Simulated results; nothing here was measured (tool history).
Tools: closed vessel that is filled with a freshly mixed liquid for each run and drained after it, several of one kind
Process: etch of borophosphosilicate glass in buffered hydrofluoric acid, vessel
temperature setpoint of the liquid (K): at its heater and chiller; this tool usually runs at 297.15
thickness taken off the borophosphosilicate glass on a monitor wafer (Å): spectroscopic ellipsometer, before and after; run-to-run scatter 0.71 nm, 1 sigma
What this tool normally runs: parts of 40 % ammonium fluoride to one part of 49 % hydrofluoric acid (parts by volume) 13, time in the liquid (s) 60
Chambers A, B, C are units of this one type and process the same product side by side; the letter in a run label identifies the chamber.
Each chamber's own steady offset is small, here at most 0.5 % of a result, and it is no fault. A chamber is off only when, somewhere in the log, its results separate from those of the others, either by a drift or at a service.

run   hour  temperature setpoint of the liquid (K)  parts of 40 % ammonium fluoride to one part of 49 % hydrofluoric acid (parts by volume)  time in the liquid (s)  hours since the thermometer was replaced  hours since the hydrofluoric acid flow meter was replaced  read-back film thickness of the borophosphosilicate glass reference wafer, read on the same gauge (nm)  thickness taken off the borophosphosilicate glass on a monitor wafer (Å)
 1A    8.4                                  297.15                                                                                       13                      60                                     422.6                                                      764.9                                                                                                  130.00                                                                    944.90
 2C   16.4                                  297.15                                                                                       13                      60                                     435.5                                                     1692.0                                                                                                  130.01                                                                    937.71
 3B   26.1                                  297.15                                                                                       13                      60                                     719.5                                                      252.7                                                                                                  130.02                                                                    942.40
 4C   37.0                                  297.15                                                                                       13                      60                                     456.1                                                     1712.6                                                                                                  129.98                                                                    932.88
 5B   46.1                                  297.15                                                                                       13                      60                                     739.5                                                      272.7                                                                                                  129.99                                                                    945.83
 6A   55.9                                  294.15                                                                                       13                      75                                     470.1                                                      812.4                                                                                                  130.01                                                                   1005.10
 7C   64.0                                  294.15                                                                                       13                      75                                     483.1                                                     1739.6                                                                                                  129.99                                                                   1008.80
 8B   71.4                                  294.15                                                                                       13                      75                                     764.8                                                      298.0                                                                                                  130.02                                                                    993.98
 9A   79.1                                  297.15                                                                                       13                      60                                     493.3                                                      835.6                                                                                                  130.00                                                                    933.75
10A   87.8                                  297.15                                                                                       13                      60                                     502.0                                                      844.3                                                                                                  129.98                                                                    931.10
11B   95.0                                  300.15                                                                                       13                      40                                     788.4                                                      321.6                                                                                                  130.03                                                                    734.30
12C  105.8                                  300.15                                                                                       13                      40                                     524.9                                                     1781.4                                                                                                  130.02                                                                    739.40
13B  114.6                                  300.15                                                                                       13                      40                                     808.0                                                      341.2                                                                                                  130.00                                                                    739.57
14C  124.9                                  294.65                                                                                       13                      90                                     544.0                                                     1800.5                                                                                                  130.00                                                                   1228.10
15A  134.3                                  294.65                                                                                       13                      90                                     548.5                                                      890.8                                                                                                  129.99                                                                   1214.40
16A  141.3                                  294.65                                                                                       13                      90                                     555.5                                                      897.8                                                                                                  130.00                                                                   1209.80
17B  147.7                                  297.15                                                                                        9                      60                                     841.1                                                      374.3                                                                                                  129.99                                                                   1294.60
18C  155.1                                  297.15                                                                                        9                      60                                     574.2                                                     1830.7                                                                                                  129.99                                                                   1313.90
19A  161.1                                  297.15                                                                                        9                      60                                     575.3                                                      917.6                                                                                                  129.98                                                                   1290.60
20C  169.2                                  297.15                                                                                       13                      60                                     588.3                                                     1844.8                                                                                                  129.98                                                                    930.52
21B  175.3                                  297.15                                                                                       13                      60                                     868.7                                                      401.9                                                                                                  130.02                                                                    933.15
22B  185.3                                  297.15                                                                                       13                      60                                     878.7                                                      411.9                                                                                                  129.99                                                                    939.83
23C  194.4                                  297.15                                                                                       13                      60                                     613.5                                                     1870.0                                                                                                  130.00                                                                    935.85
24A  205.0                                  297.15                                                                                       13                      60                                     619.2                                                      961.5                                                                                                  130.00                                                                    904.39
25A  213.9                                  297.15                                                                                       13                      60                                     628.1                                                      970.4                                                                                                  130.01                                                                    899.88
26B  219.6                                  297.15                                                                                       13                      60                                     913.0                                                      446.2                                                                                                  130.01                                                                    939.49
27C  227.4                                  297.15                                                                                       13                      60                                     646.5                                                     1903.0                                                                                                  129.95                                                                    952.26
28C  237.0                                  297.15                                                                                       13                      60                                     656.1                                                     1912.6                                                                                                  130.01                                                                    934.77
29B  246.0                                  297.15                                                                                       13                      60                                     939.4                                                      472.6                                                                                                  130.03                                                                    946.21
30A  253.4                                  297.15                                                                                       11                      60                                     667.6                                                     1009.9                                                                                                  130.01                                                                   1045.40
31C  261.0                                  297.15                                                                                       11                      60                                     680.1                                                     1936.6                                                                                                  130.00                                                                   1110.70
32A  267.4                                  297.15                                                                                       11                      60                                     681.6                                                     1023.9                                                                                                  130.01                                                                   1059.30
33B  275.8                                  297.15                                                                                       13                      60                                     969.2                                                      502.4                                                                                                  130.00                                                                    939.00
     277.0  -- chamber C: thermometer replaced
34B  283.7                                  297.15                                                                                       13                      60                                     977.1                                                      510.3                                                                                                  130.00                                                                    931.15
35A  291.3                                  297.15                                                                                       13                      60                                     705.5                                                     1047.8                                                                                                  130.01                                                                    883.71
36C  299.1                                  297.15                                                                                       13                      60                                      22.2                                                     1974.7                                                                                                  129.98                                                                    952.84
37A  307.9                                  297.15                                                                                       13                      60                                     722.1                                                     1064.4                                                                                                  130.00                                                                    867.34

Is one chamber off against the others, does the gauge drift, or is nothing wrong? If a chamber is off, say which, and what the likeliest cause is.

One chamber, A, drifts off from the rest bit by bit.
What lies behind it: hydrofluoric acid flow below the setpoint (%) = 6.88.
Not necessarily distinguishable in this log from: liquid colder than its thermometer reads (K).

Which of the 4 candidates below, each the usual settings with something changed and its results left as question marks, puts chamber A back in line with what the other chambers give on the usual settings?
In line here means within this much of the mean the other chambers give on the usual settings: thickness taken off the borophosphosilicate glass on a monitor wafer (Å) 25.00
38A-1  315.7                                  297.15                                                                                       13                      65                                                                                                                                                                                                                                                                                      ?
38A-2  315.7                                  296.65                                                                                       13                      60                                                                                                                                                                                                                                                                                      ?
38A-3  315.7                                  295.65                                                                                       13                      60                                                                                                                                                                                                                                                                                      ?
38A-4  315.7                                  297.65                                                                                       13                      60                                                                                                                                                                                                                                                                                      ?

On the usual settings, the other chambers give on average: thickness taken off the borophosphosilicate glass on a monitor wafer (Å) 939.51
  run  thickness taken off the borophosphosilicate glass on a monitor wafer (Å)
38A-1                                                                    944.34
38A-2                                                                    848.42
38A-3                                                                    804.39
38A-4                                                                    895.06
38A-1 is the one that brings the chamber's results back in line with the other chambers.
